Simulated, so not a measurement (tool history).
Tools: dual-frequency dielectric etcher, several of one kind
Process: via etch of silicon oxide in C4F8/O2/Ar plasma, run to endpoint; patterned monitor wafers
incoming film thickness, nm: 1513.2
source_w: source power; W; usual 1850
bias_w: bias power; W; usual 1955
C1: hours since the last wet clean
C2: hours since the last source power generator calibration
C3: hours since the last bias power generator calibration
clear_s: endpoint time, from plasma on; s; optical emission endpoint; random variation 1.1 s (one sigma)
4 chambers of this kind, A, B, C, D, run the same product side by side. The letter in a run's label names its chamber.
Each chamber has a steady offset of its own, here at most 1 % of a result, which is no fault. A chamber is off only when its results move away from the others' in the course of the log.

run 1A day=0.217 | source_w=1850 bias_w=1955 | C1=63.7 C2=168.9 C3=951.2 | clear_s=313.19
run 2C day=0.421 | source_w=1850 bias_w=1955 | C1=33.8 C2=2038.8 C3=514.8 | clear_s=309.84
run 3B day=0.721 | source_w=1850 bias_w=1955 | C1=165.9 C2=3731.3 C3=3012.6 | clear_s=309.78
run 4D day=0.904 | source_w=1850 bias_w=1955 | C1=403.7 C2=1311.5 C3=2171.6 | clear_s=306.99
run 5D day=1.15 | source_w=2220 bias_w=2255 | C1=409.6 C2=1317.4 C3=2177.5 | clear_s=274.91
run 6A day=1.338 | source_w=2220 bias_w=2255 | C1=90.6 C2=195.8 C3=978.1 | clear_s=279.67
run 7C day=1.575 | source_w=2220 bias_w=2255 | C1=61.5 C2=2066.5 C3=542.5 | clear_s=276.05
run 8B day=1.888 | source_w=2220 bias_w=2255 | C1=193.9 C2=3759.3 C3=3040.6 | clear_s=276.1
run 9D day=2.192 | source_w=1850 bias_w=1955 | C1=434.6 C2=1342.4 C3=2202.5 | clear_s=307.81
run 10C day=2.383 | source_w=1850 bias_w=1955 | C1=80.9 C2=2085.9 C3=561.9 | clear_s=310.68
run 11A day=2.575 | source_w=1850 bias_w=1955 | C1=120.3 C2=225.5 C3=1007.8 | clear_s=311.48
run 12B day=2.95 | source_w=1850 bias_w=1955 | C1=219.4 C2=3784.8 C3=3066.1 | clear_s=311.02
run 13A day=3.258 | source_w=1850 bias_w=1955 | C1=136.7 C2=241.9 C3=1024.2 | clear_s=312.91
run 14B day=3.458 | source_w=1850 bias_w=1955 | C1=231.6 C2=3797 C3=3078.3 | clear_s=311.31
-- day=3.621 chamber B: bias power generator calibrated
run 15D day=3.742 | source_w=1850 bias_w=1955 | C1=471.8 C2=1379.6 C3=2239.7 | clear_s=307.15
-- day=3.925 chamber D: wet clean of the chamber
run 16C day=4.046 | source_w=1850 bias_w=1955 | C1=120.8 C2=2125.8 C3=601.8 | clear_s=310.82
run 17C day=4.212 | source_w=2300 bias_w=1955 | C1=124.8 C2=2129.8 C3=605.8 | clear_s=282.53
run 18B day=4.412 | source_w=2300 bias_w=1955 | C1=254.5 C2=3819.9 C3=19 | clear_s=283.97
run 19D day=4.729 | source_w=2300 bias_w=1955 | C1=19.4 C2=1403.3 C3=2263.4 | clear_s=280.95
run 20A day=4.929 | source_w=2300 bias_w=1955 | C1=176.8 C2=282 C3=1064.3 | clear_s=285.4
run 21B day=5.292 | source_w=1850 bias_w=1955 | C1=275.6 C2=3841 C3=40.1 | clear_s=309.34
run 22A day=5.529 | source_w=1850 bias_w=1955 | C1=191.2 C2=296.4 C3=1078.7 | clear_s=313.76
run 23D day=5.825 | source_w=1850 bias_w=1955 | C1=45.7 C2=1429.6 C3=2289.7 | clear_s=307.96
run 24C day=6.029 | source_w=1850 bias_w=1955 | C1=168.4 C2=2173.4 C3=649.4 | clear_s=310.26
run 25B day=6.308 | source_w=1850 bias_w=1955 | C1=300 C2=3865.4 C3=64.5 | clear_s=308.85
run 26A day=6.633 | source_w=1850 bias_w=1955 | C1=217.7 C2=322.9 C3=1105.2 | clear_s=312.47
run 27D day=6.879 | source_w=1850 bias_w=2124 | C1=71 C2=1454.9 C3=2315 | clear_s=299.94

Is one chamber off against the others, does the gauge drift, or is nothing wrong? If a chamber is off, say which, and what the likeliest cause is.

No chamber stands off beyond its own small offset, and the gauge holds steady.

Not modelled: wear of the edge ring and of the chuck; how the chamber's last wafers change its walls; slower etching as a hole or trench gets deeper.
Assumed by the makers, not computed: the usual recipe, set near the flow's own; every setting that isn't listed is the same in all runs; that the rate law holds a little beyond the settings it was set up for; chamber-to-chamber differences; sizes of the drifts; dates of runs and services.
